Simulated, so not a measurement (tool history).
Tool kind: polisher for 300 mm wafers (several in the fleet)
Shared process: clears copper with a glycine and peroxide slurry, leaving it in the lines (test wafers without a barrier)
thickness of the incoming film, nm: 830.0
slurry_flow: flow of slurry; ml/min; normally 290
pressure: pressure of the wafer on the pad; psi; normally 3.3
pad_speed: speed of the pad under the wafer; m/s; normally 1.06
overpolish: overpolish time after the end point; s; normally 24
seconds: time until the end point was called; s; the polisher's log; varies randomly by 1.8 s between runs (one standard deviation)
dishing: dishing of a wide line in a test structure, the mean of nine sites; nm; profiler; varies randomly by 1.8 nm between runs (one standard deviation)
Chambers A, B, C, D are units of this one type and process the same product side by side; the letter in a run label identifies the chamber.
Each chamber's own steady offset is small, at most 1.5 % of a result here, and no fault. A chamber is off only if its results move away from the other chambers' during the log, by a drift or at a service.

Run 1A, hour 8.6: usual settings. Result: seconds 103.040 s, dishing 106.19 nm.
Run 2B, hour 13.2: usual settings. Result: seconds 102.520 s, dishing 105.74 nm.
At hour 17.0: chamber D: worn pad replaced by a new one.
Run 3C, hour 18.4: usual settings. Result: seconds 103.510 s, dishing 104.58 nm.
At hour 21.8: chamber D: head pressure recalibrated.
At hour 23.8: chamber B: slurry nozzle cleaned.
Run 4D, hour 24.3: usual settings. Result: seconds 102.900 s, dishing 106.38 nm.
At hour 28.1: chamber A: worn pad replaced by a new one.
Run 5B, hour 30.4: usual settings. Result: seconds 100.200 s, dishing 103.08 nm.
Run 6C, hour 34.5: usual settings. Result: seconds 103.980 s, dishing 105.19 nm.
At hour 37.1: chamber C: worn pad replaced by a new one.
Run 7A, hour 42.1: usual settings. Result: seconds 107.010 s, dishing 105.46 nm.
Run 8D, hour 50.0: usual settings. Result: seconds 104.580 s, dishing 104.93 nm.
Run 9A, hour 58.5: usual settings but slurry_flow 245 ml/min, pressure 4.1 psi. Result: seconds 88.535 s, dishing 116.19 nm.
Run 10C, hour 64.3: usual settings but slurry_flow 245 ml/min, pressure 4.1 psi. Result: seconds 87.132 s, dishing 118.50 nm.
Run 11D, hour 69.0: usual settings but slurry_flow 245 ml/min, pressure 4.1 psi. Result: seconds 88.680 s, dishing 120.33 nm.
Run 12B, hour 74.1: usual settings but slurry_flow 245 ml/min, pressure 4.1 psi. Result: seconds 87.373 s, dishing 121.93 nm.
At hour 77.7: chamber B: worn pad replaced by a new one.
Run 13C, hour 82.1: usual settings. Result: seconds 103.310 s, dishing 104.03 nm.
Run 14B, hour 90.4: usual settings. Result: seconds 102.480 s, dishing 102.82 nm.
Run 15A, hour 97.8: usual settings. Result: seconds 103.260 s, dishing 103.08 nm.
At hour 100.6: chamber A: worn pad replaced by a new one.
At hour 104.8: chamber C: worn pad replaced by a new one.
Run 16D, hour 105.9: usual settings. Result: seconds 109.450 s, dishing 106.08 nm.
Run 17A, hour 113.9: usual settings. Result: seconds 105.300 s, dishing 106.78 nm.
Run 18B, hour 121.8: usual settings. Result: seconds 106.740 s, dishing 106.11 nm.
Run 19D, hour 125.7: usual settings. Result: seconds 104.830 s, dishing 105.68 nm.
At hour 128.8: chamber D: worn pad replaced by a new one.
Run 20C, hour 131.9: usual settings. Result: seconds 100.560 s, dishing 108.35 nm.
Run 21A, hour 140.0: usual settings. Result: seconds 106.890 s, dishing 103.70 nm.
Run 22D, hour 148.2: usual settings. Result: seconds 105.480 s, dishing 106.34 nm.
Run 23B, hour 152.2: usual settings. Result: seconds 105.500 s, dishing 106.15 nm.
At hour 156.2: chamber B: worn pad replaced by a new one.
Run 24C, hour 157.1: usual settings. Result: seconds 108.470 s, dishing 104.06 nm.
Run 25D, hour 164.2: usual settings. Result: seconds 106.660 s, dishing 103.90 nm.
Run 26B, hour 173.0: usual settings but slurry_flow 200 ml/min, pad_speed 1.36 m/s. Result: seconds 86.972 s, dishing 116.01 nm.
At hour 173.4: chamber A: worn pad replaced by a new one.
At hour 175.6: chamber C: worn pad replaced by a new one.
Run 27A, hour 180.2: usual settings but slurry_flow 200 ml/min, pad_speed 1.36 m/s. Result: seconds 88.624 s, dishing 118.24 nm.
Run 28C, hour 188.2: usual settings but slurry_flow 200 ml/min, pad_speed 1.36 m/s. Result: seconds 84.943 s, dishing 114.62 nm.

Decide between three cases: one chamber stands off from its peers, the gauge reading all wafers drifts, or nothing is wrong past each chamber's small offset. Where a chamber is off, say which and what most likely put it there.

No chamber is off and the gauge is stable; the differences are just each chamber's small, constant offset.
